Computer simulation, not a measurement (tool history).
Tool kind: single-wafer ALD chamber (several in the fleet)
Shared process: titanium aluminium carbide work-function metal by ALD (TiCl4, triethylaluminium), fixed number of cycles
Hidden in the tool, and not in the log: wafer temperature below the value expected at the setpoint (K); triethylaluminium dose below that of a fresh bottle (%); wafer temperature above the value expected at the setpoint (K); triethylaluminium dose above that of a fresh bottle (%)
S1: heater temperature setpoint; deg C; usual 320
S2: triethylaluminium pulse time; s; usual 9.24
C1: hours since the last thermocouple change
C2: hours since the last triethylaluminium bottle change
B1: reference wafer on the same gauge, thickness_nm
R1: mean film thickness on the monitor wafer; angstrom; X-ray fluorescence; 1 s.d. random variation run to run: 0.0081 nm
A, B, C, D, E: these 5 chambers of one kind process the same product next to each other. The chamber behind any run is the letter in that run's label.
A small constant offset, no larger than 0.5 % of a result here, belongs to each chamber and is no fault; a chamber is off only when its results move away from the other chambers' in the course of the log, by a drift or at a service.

Run 1B, hour 3.3: usual settings; C1 1381.9; C2 125.9; B1 2.2971. Result: R1 21.509 angstrom.
Run 2E, hour 7.0: usual settings; C1 1267.8; C2 667.3; B1 2.3011. Result: R1 21.434 angstrom.
Run 3C, hour 10.8: usual settings; C1 1811.8; C2 80.7; B1 2.3026. Result: R1 21.492 angstrom.
Run 4A, hour 15.6: usual settings; C1 1133.1; C2 1217.5; B1 2.2990. Result: R1 21.511 angstrom.
Run 5D, hour 19.6: usual settings but S1 334 deg C, S2 7.32 s; C1 1041.9; C2 1287.8; B1 2.3002. Result: R1 21.977 angstrom.
Run 6B, hour 24.0: usual settings but S1 334 deg C, S2 7.32 s; C1 1402.6; C2 146.6; B1 2.3017. Result: R1 21.875 angstrom.
Run 7A, hour 27.7: usual settings but S1 334 deg C, S2 7.32 s; C1 1145.2; C2 1229.6; B1 2.2982. Result: R1 21.743 angstrom.
Run 8D, hour 32.3: usual settings but S1 334 deg C, S2 7.32 s; C1 1054.6; C2 1300.5; B1 2.3017. Result: R1 21.982 angstrom.
Run 9E, hour 36.3: usual settings but S1 334 deg C, S2 7.32 s; C1 1297.1; C2 696.6; B1 2.2991. Result: R1 21.900 angstrom.
Run 10C, hour 40.3: usual settings but S1 334 deg C, S2 12.62 s; C1 1841.3; C2 110.2; B1 2.3020. Result: R1 23.585 angstrom.
At hour 43.5: chamber A: triethylaluminium bottle replaced.
Run 11E, hour 45.0: usual settings but S1 334 deg C, S2 12.62 s; C1 1305.8; C2 705.3; B1 2.2990. Result: R1 23.520 angstrom.
Run 12D, hour 49.2: usual settings but S1 334 deg C, S2 12.62 s; C1 1071.5; C2 1317.4; B1 2.2993. Result: R1 23.713 angstrom.
Run 13B, hour 53.7: usual settings but S1 334 deg C, S2 12.62 s; C1 1432.3; C2 176.3; B1 2.2975. Result: R1 23.507 angstrom.
Run 14C, hour 57.8: usual settings but S1 334 deg C, S2 12.62 s; C1 1858.8; C2 127.7; B1 2.2993. Result: R1 23.331 angstrom.
Run 15A, hour 60.7: usual settings; C1 1178.2; C2 17.3; B1 2.3006. Result: R1 21.610 angstrom.
Run 16D, hour 63.0: usual settings; C1 1085.3; C2 1331.2; B1 2.3004. Result: R1 21.693 angstrom.
Run 17A, hour 66.2: usual settings; C1 1183.7; C2 22.8; B1 2.2997. Result: R1 21.579 angstrom.
At hour 69.1: chamber C: thermocouple changed; heater temperature recalibrated.
Run 18E, hour 70.1: usual settings but S2 6.64 s; C1 1330.9; C2 730.4; B1 2.3010. Result: R1 20.150 angstrom.
Run 19B, hour 74.7: usual settings but S2 6.64 s; C1 1453.3; C2 197.3; B1 2.2993. Result: R1 20.206 angstrom.
Run 20C, hour 77.5: usual settings but S2 6.64 s; C1 8.5; C2 147.4; B1 2.2973. Result: R1 20.157 angstrom.
Run 21C, hour 81.7: usual settings but S2 6.64 s; C1 12.7; C2 151.6; B1 2.3008. Result: R1 20.216 angstrom.
Run 22D, hour 84.8: usual settings but S2 6.64 s; C1 1107.1; C2 1353.0; B1 2.3003. Result: R1 20.480 angstrom.
Run 23B, hour 88.2: usual settings; C1 1466.8; C2 210.8; B1 2.2988. Result: R1 21.515 angstrom.
Run 24A, hour 91.0: usual settings; C1 1208.5; C2 47.6; B1 2.2990. Result: R1 21.511 angstrom.
Run 25E, hour 93.2: usual settings; C1 1354.0; C2 753.5; B1 2.3005. Result: R1 21.446 angstrom.
Run 26A, hour 97.0: usual settings; C1 1214.5; C2 53.6; B1 2.3005. Result: R1 21.462 angstrom.
Run 27C, hour 99.7: usual settings; C1 30.7; C2 169.6; B1 2.3003. Result: R1 21.510 angstrom.
Run 28B, hour 103.4: usual settings but S1 330 deg C, S2 11.55 s; C1 1482.0; C2 226.0; B1 2.2966. Result: R1 22.969 angstrom.
Run 29E, hour 105.6: usual settings but S1 330 deg C, S2 11.55 s; C1 1366.4; C2 765.9; B1 2.2995. Result: R1 22.789 angstrom.
Run 30D, hour 110.1: usual settings but S1 330 deg C, S2 11.55 s; C1 1132.4; C2 1378.3; B1 2.3006. Result: R1 22.948 angstrom.
Run 31B, hour 112.8: usual settings but S1 330 deg C, S2 11.55 s; C1 1491.4; C2 235.4; B1 2.3003. Result: R1 22.958 angstrom.
Run 32D, hour 117.3: usual settings but S1 330 deg C, S2 11.55 s; C1 1139.6; C2 1385.5; B1 2.2996. Result: R1 23.112 angstrom.
Run 33C, hour 121.8: usual settings; C1 52.8; C2 191.7; B1 2.3012. Result: R1 21.437 angstrom.
Run 34A, hour 124.2: usual settings but S1 326 deg C; C1 1241.7; C2 80.8; B1 2.2988. Result: R1 21.902 angstrom.
Run 35E, hour 128.0: usual settings but S1 326 deg C; C1 1388.8; C2 788.3; B1 2.3007. Result: R1 21.880 angstrom.
Run 36E, hour 131.9: usual settings but S1 326 deg C; C1 1392.7; C2 792.2; B1 2.3021. Result: R1 22.016 angstrom.
At hour 133.3: chamber E: thermocouple changed; heater temperature recalibrated.
Run 37C, hour 135.0: usual settings but S1 326 deg C; C1 66.0; C2 204.9; B1 2.2996. Result: R1 22.134 angstrom.
Run 38B, hour 137.1: usual settings but S1 326 deg C; C1 1515.7; C2 259.7; B1 2.2980. Result: R1 22.067 angstrom.
Run 39D, hour 139.3: usual settings; C1 1161.6; C2 1407.5; B1 2.2984. Result: R1 21.542 angstrom.
Run 40A, hour 143.2: usual settings; C1 1260.7; C2 99.8; B1 2.3005. Result: R1 21.093 angstrom.
Run 41E, hour 147.9: usual settings; C1 14.7; C2 808.2; B1 2.2997. Result: R1 21.566 angstrom.
Run 42B, hour 152.5: usual settings but S2 7.08 s; C1 1531.1; C2 275.1; B1 2.2985. Result: R1 20.383 angstrom.
Run 43C, hour 155.2: usual settings but S2 7.08 s; C1 86.2; C2 225.1; B1 2.3013. Result: R1 20.446 angstrom.
Run 44D, hour 159.6: usual settings but S2 7.08 s; C1 1181.9; C2 1427.8; B1 2.2996. Result: R1 20.702 angstrom.

Is one chamber off against the others, does the gauge drift, or is nothing wrong? If a chamber is off, say which, and what the likeliest cause is.

Chamber A drifts away from the others.
Most likely cause: wafer temperature below the value expected at the setpoint (K) = 5.47.
With only this log, it may be confused with: triethylaluminium dose below that of a fresh bottle (%).

Chamber A could run next with any of the 4 candidate recipes listed below; each alters the usual settings, and their results appear as question marks. Which one brings its results back in line with what the other chambers deliver on the usual settings?
Counts as in line when no further than this from what the other chambers average on the usual settings: R1 0.280 angstrom
Run 45A-1, hour 163.0: usual settings but S2 10.69 s. Result: R1 ?.
Run 45A-2, hour 163.0: usual settings but S1 317 deg C, S2 8.60 s. Result: R1 ?.
Run 45A-3, hour 163.0: usual settings but S1 314 deg C, S2 7.91 s. Result: R1 ?.
Run 45A-4, hour 163.0: usual settings but S1 331 deg C. Result: R1 ?.

Average result of the remaining chambers running the usual settings: R1 21.559 angstrom
  run      R1
45A-1  21.397
45A-2  20.561
45A-3  20.009
45A-4  22.009
Change 45A-1 lands the chamber within the allowed miss of the other chambers.
